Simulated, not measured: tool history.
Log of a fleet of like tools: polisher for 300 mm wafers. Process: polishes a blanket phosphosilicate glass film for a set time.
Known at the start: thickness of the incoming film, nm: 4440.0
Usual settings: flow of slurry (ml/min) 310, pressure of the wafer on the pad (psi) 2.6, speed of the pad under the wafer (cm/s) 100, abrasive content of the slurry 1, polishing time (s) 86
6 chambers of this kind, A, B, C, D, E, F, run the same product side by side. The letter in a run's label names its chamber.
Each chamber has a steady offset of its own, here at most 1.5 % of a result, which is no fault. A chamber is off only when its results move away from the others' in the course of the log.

| run | day | flow of slurry (ml/min) | pressure of the wafer on the pad (psi) | speed of the pad under the wafer (cm/s) | abrasive content of the slurry | polishing time (s) | film removed (Å) |
|---|---|---|---|---|---|---|---|
|  | 0.075 | chamber F: slurry nozzle cleaned |
|  | 0.179 | chamber D: worn pad replaced by a new one |
| 1B | 0.246 | 310 | 2.6 | 100 | 1 | 86 | 6869.6 |
|  | 0.304 | chamber C: slurry blender recalibrated |
| 2D | 0.404 | 310 | 2.6 | 100 | 1 | 86 | 6658.2 |
|  | 0.629 | chamber C: slurry nozzle cleaned |
| 3E | 0.683 | 310 | 2.6 | 100 | 1 | 86 | 6781.1 |
|  | 0.888 | chamber F: worn pad replaced by a new one |
|  | 0.908 | chamber D: head pressure recalibrated |
| 4C | 0.908 | 310 | 2.6 | 100 | 1 | 86 | 6815.9 |
| 5A | 1.096 | 310 | 2.6 | 100 | 1 | 86 | 6705.7 |
| 6F | 1.288 | 310 | 2.6 | 100 | 1 | 86 | 6877.4 |
| 7A | 1.454 | 310 | 2.6 | 100 | 1 | 86 | 6706.1 |
| 8C | 1.579 | 310 | 2.6 | 100 | 1 | 86 | 6790.7 |
|  | 1.612 | chamber F: slurry blender recalibrated |
| 9D | 1.817 | 310 | 2.6 | 100 | 1 | 114 | 8779.6 |
|  | 1.825 | chamber A: conditioning disc replaced and pad reconditioned |
|  | 1.904 | chamber D: conditioning disc replaced and pad reconditioned |
|  | 2.042 | chamber E: worn pad replaced by a new one |
| 10F | 2.054 | 310 | 2.6 | 100 | 1 | 114 | 9131.2 |
|  | 2.208 | chamber C: worn pad replaced by a new one |
| 11B | 2.229 | 310 | 2.6 | 100 | 1 | 114 | 8888.5 |
|  | 2.35 | chamber A: worn pad replaced by a new one |
| 12E | 2.512 | 310 | 2.6 | 100 | 1 | 114 | 8937.8 |
|  | 2.717 | chamber F: worn pad replaced by a new one |
| 13E | 2.742 | 310 | 2.6 | 100 | 1 | 114 | 8824.8 |
| 14A | 3.033 | 310 | 2.6 | 100 | 1 | 114 | 8906.4 |
|  | 3.079 | chamber B: slurry blender recalibrated |
| 15D | 3.308 | 310 | 2.6 | 100 | 1 | 86 | 6712.1 |
| 16F | 3.6 | 270 | 2.6 | 76 | 1 | 86 | 5369.6 |
| 17C | 3.829 | 270 | 2.6 | 76 | 1 | 86 | 5399.3 |
|  | 3.896 | chamber B: conditioning disc replaced and pad reconditioned |
| 18B | 4.058 | 270 | 2.6 | 76 | 1 | 86 | 5233.8 |
| 19A | 4.188 | 270 | 2.6 | 76 | 1 | 86 | 5394.3 |
|  | 4.208 | chamber D: worn pad replaced by a new one |
| 20D | 4.325 | 270 | 2.6 | 76 | 1 | 86 | 5384.1 |
| 21B | 4.475 | 270 | 2.6 | 76 | 1 | 86 | 5139.4 |
| 22C | 4.667 | 310 | 2.6 | 100 | 1 | 86 | 6634.6 |
|  | 4.896 | chamber F: worn pad replaced by a new one |
| 23E | 4.933 | 310 | 2.6 | 100 | 1 | 74 | 5883.4 |
| 24F | 5.121 | 310 | 2.6 | 100 | 1 | 74 | 5792.4 |
|  | 5.158 | chamber A: worn pad replaced by a new one |
| 25B | 5.283 | 310 | 2.6 | 100 | 1 | 74 | 5561.3 |
| 26F | 5.517 | 310 | 2.6 | 100 | 1 | 74 | 5986.6 |
|  | 5.6 | chamber D: slurry nozzle cleaned |
| 27C | 5.792 | 310 | 2.6 | 100 | 1 | 74 | 5772.7 |
| 28E | 6.088 | 310 | 2.6 | 100 | 1 | 74 | 5953.4 |
| 29D | 6.304 | 310 | 2.6 | 100 | 1 | 86 | 6839.7 |
|  | 6.45 | chamber C: worn pad replaced by a new one |
| 30A | 6.55 | 310 | 2.6 | 100 | 1 | 86 | 6699.2 |
|  | 6.792 | chamber E: worn pad replaced by a new one |
| 31E | 6.833 | 310 | 2.6 | 100 | 1 | 86 | 6725.8 |
|  | 6.896 | chamber F: worn pad replaced by a new one |
|  | 6.958 | chamber E: conditioning disc replaced and pad reconditioned |
| 32B | 7.125 | 310 | 2.6 | 100 | 1 | 86 | 6325.1 |
|  | 7.129 | chamber F: conditioning disc replaced and pad reconditioned |
|  | 7.246 | chamber D: slurry blender recalibrated |
|  | 7.279 | chamber A: slurry blender recalibrated |
| 33C | 7.283 | 310 | 2.6 | 100 | 1 | 86 | 6737.7 |
| 34F | 7.554 | 310 | 2.6 | 100 | 1 | 86 | 6694.3 |
|  | 7.629 | chamber D: worn pad replaced by a new one |
| 35A | 7.708 | 310 | 2.6 | 100 | 1 | 86 | 6692.8 |
|  | 7.733 | chamber A: worn pad replaced by a new one |
| 36D | 7.858 | 310 | 2.6 | 100 | 1.2 | 86 | 7314.8 |
|  | 8.033 | chamber B: slurry nozzle cleaned |
| 37C | 8.121 | 310 | 2.6 | 100 | 1.2 | 86 | 7344.9 |
|  | 8.246 | chamber B: conditioning disc replaced and pad reconditioned |
| 38D | 8.321 | 310 | 2.6 | 100 | 1.2 | 86 | 7217.9 |
|  | 8.492 | chamber B: slurry blender recalibrated |
| 39E | 8.579 | 310 | 2.6 | 100 | 1.2 | 86 | 7399.4 |
| 40A | 8.762 | 310 | 2.6 | 100 | 1.2 | 86 | 7192.3 |
| 41B | 8.946 | 310 | 2.6 | 100 | 1.2 | 86 | 6686.3 |

What goes on in this fleet: one chamber off, a drifting gauge, or nothing beyond the chambers' own small offsets? Name the chamber and the cause, if any.

Chamber B drifts away from the others.
Cause: removal rate lost through wear of the pad, % = 8.46.
The log may not tell that from: head's pressure below its setpoint, %.

Here are 4 candidates for chamber B's next run, each the usual settings with a change, their results left as question marks. Which one brings its results back in line with what the others give on the usual settings?
In line means no further than this from the other chambers' mean on the usual settings: film removed (Å) 250
| 42B-1 | 9.158 | 310 | 2.5 | 98 | 1 | 83 | ? |
| 42B-2 | 9.158 | 310 | 2.6 | 108 | 1 | 94 | ? |
| 42B-3 | 9.158 | 310 | 2.6 | 104 | 1 | 91 | ? |
| 42B-4 | 9.158 | 305 | 2.6 | 84 | 0.95 | 86 | ? |

The other chambers' mean on the usual settings: film removed (Å) 6762
| run | film removed (Å) |
|---|---|
| 42B-1 | 5676 |
| 42B-2 | 7226 |
| 42B-3 | 6786 |
| 42B-4 | 5260.6 |
42B-3 brings the chamber back in line.

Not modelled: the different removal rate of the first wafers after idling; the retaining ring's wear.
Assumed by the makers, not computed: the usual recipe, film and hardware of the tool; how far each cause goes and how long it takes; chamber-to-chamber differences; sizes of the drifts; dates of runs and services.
